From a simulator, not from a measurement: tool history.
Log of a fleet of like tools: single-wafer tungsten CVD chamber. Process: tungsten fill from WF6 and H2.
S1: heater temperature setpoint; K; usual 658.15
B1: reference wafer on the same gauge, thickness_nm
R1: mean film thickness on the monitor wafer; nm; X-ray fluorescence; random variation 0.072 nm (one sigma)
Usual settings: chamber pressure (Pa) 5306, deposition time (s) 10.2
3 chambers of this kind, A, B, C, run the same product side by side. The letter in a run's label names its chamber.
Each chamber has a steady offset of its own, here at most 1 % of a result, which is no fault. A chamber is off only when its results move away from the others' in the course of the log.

{"run": "1A", "day": 0.225, "S1": 658.15, "chamber pressure (Pa)": 5306, "deposition time (s)": 10.2, "B1": 26.8, "R1": 25.206}
{"run": "2C", "day": 0.629, "S1": 658.15, "chamber pressure (Pa)": 5306, "deposition time (s)": 10.2, "B1": 26.798, "R1": 25.22}
{"run": "3B", "day": 0.983, "S1": 658.15, "chamber pressure (Pa)": 5306, "deposition time (s)": 10.2, "B1": 26.819, "R1": 25.244}
{"run": "4C", "day": 1.229, "S1": 658.15, "chamber pressure (Pa)": 5306, "deposition time (s)": 10.2, "B1": 26.799, "R1": 25.081}
{"run": "5B", "day": 1.683, "S1": 658.15, "chamber pressure (Pa)": 5306, "deposition time (s)": 10.2, "B1": 26.783, "R1": 25.231}
{"run": "6A", "day": 2.075, "S1": 658.15, "chamber pressure (Pa)": 5306, "deposition time (s)": 10.2, "B1": 26.811, "R1": 25.264}
{"run": "7A", "day": 2.538, "S1": 658.15, "chamber pressure (Pa)": 5306, "deposition time (s)": 10.2, "B1": 26.789, "R1": 25.21}
{"run": "8C", "day": 2.796, "S1": 658.15, "chamber pressure (Pa)": 5306, "deposition time (s)": 10.2, "B1": 26.814, "R1": 25.269}
{"run": "9B", "day": 3.017, "S1": 658.15, "chamber pressure (Pa)": 5306, "deposition time (s)": 10.2, "B1": 26.811, "R1": 25.264}
{"run": "10C", "day": 3.362, "S1": 658.15, "chamber pressure (Pa)": 5306, "deposition time (s)": 10.2, "B1": 26.801, "R1": 25.054}
{"run": "11A", "day": 3.808, "S1": 658.15, "chamber pressure (Pa)": 5306, "deposition time (s)": 10.2, "B1": 26.809, "R1": 25.288}
{"run": "12B", "day": 4.058, "S1": 658.15, "chamber pressure (Pa)": 5306, "deposition time (s)": 10.2, "B1": 26.807, "R1": 25.094}
{"run": "13C", "day": 4.354, "S1": 658.15, "chamber pressure (Pa)": 5306, "deposition time (s)": 10.2, "B1": 26.794, "R1": 25.139}
{"run": "14A", "day": 4.638, "S1": 658.15, "chamber pressure (Pa)": 5306, "deposition time (s)": 10.2, "B1": 26.785, "R1": 25.514}
{"run": "15B", "day": 5.012, "S1": 663.15, "chamber pressure (Pa)": 5306, "deposition time (s)": 9.0, "B1": 26.797, "R1": 24.545}
{"run": "16B", "day": 5.262, "S1": 663.15, "chamber pressure (Pa)": 5306, "deposition time (s)": 9.0, "B1": 26.803, "R1": 24.585}
{"run": "17C", "day": 5.504, "S1": 663.15, "chamber pressure (Pa)": 5306, "deposition time (s)": 9.0, "B1": 26.798, "R1": 24.542}
{"run": "18A", "day": 5.862, "S1": 658.15, "chamber pressure (Pa)": 5306, "deposition time (s)": 10.2, "B1": 26.802, "R1": 25.474}
{"run": "19B", "day": 6.092, "S1": 658.15, "chamber pressure (Pa)": 4293, "deposition time (s)": 9.0, "B1": 26.812, "R1": 20.237}
{"run": "20A", "day": 6.354, "S1": 658.15, "chamber pressure (Pa)": 4293, "deposition time (s)": 9.0, "B1": 26.787, "R1": 20.278}
{"run": "21C", "day": 6.788, "S1": 658.15, "chamber pressure (Pa)": 4293, "deposition time (s)": 9.0, "B1": 26.798, "R1": 20.016}
{"run": "22B", "day": 7.046, "S1": 658.15, "chamber pressure (Pa)": 5306, "deposition time (s)": 10.2, "B1": 26.796, "R1": 25.178}
{"run": "23C", "day": 7.429, "S1": 658.15, "chamber pressure (Pa)": 5306, "deposition time (s)": 10.2, "B1": 26.826, "R1": 25.195}
{"run": "24A", "day": 7.717, "S1": 658.15, "chamber pressure (Pa)": 5306, "deposition time (s)": 10.2, "B1": 26.799, "R1": 25.579}
{"run": "25A", "day": 8.021, "S1": 658.15, "chamber pressure (Pa)": 5306, "deposition time (s)": 10.2, "B1": 26.799, "R1": 25.682}
{"run": "26C", "day": 8.296, "S1": 658.15, "chamber pressure (Pa)": 5306, "deposition time (s)": 10.2, "B1": 26.813, "R1": 25.21}
{"run": "27B", "day": 8.717, "S1": 658.15, "chamber pressure (Pa)": 5306, "deposition time (s)": 10.2, "B1": 26.824, "R1": 25.264}

Next, every chamber runs the same settings. What will each give?
{"run": "28A", "day": 9.054, "S1": 658.15, "chamber pressure (Pa)": 4040, "deposition time (s)": 10.2, "R1": "?"}
{"run": "28B", "day": 9.054, "S1": 658.15, "chamber pressure (Pa)": 4040, "deposition time (s)": 10.2, "R1": "?"}
{"run": "28C", "day": 9.054, "S1": 658.15, "chamber pressure (Pa)": 4040, "deposition time (s)": 10.2, "R1": "?"}

run=28A R1=22.623
run=28B R1=22.065
run=28C R1=22.141
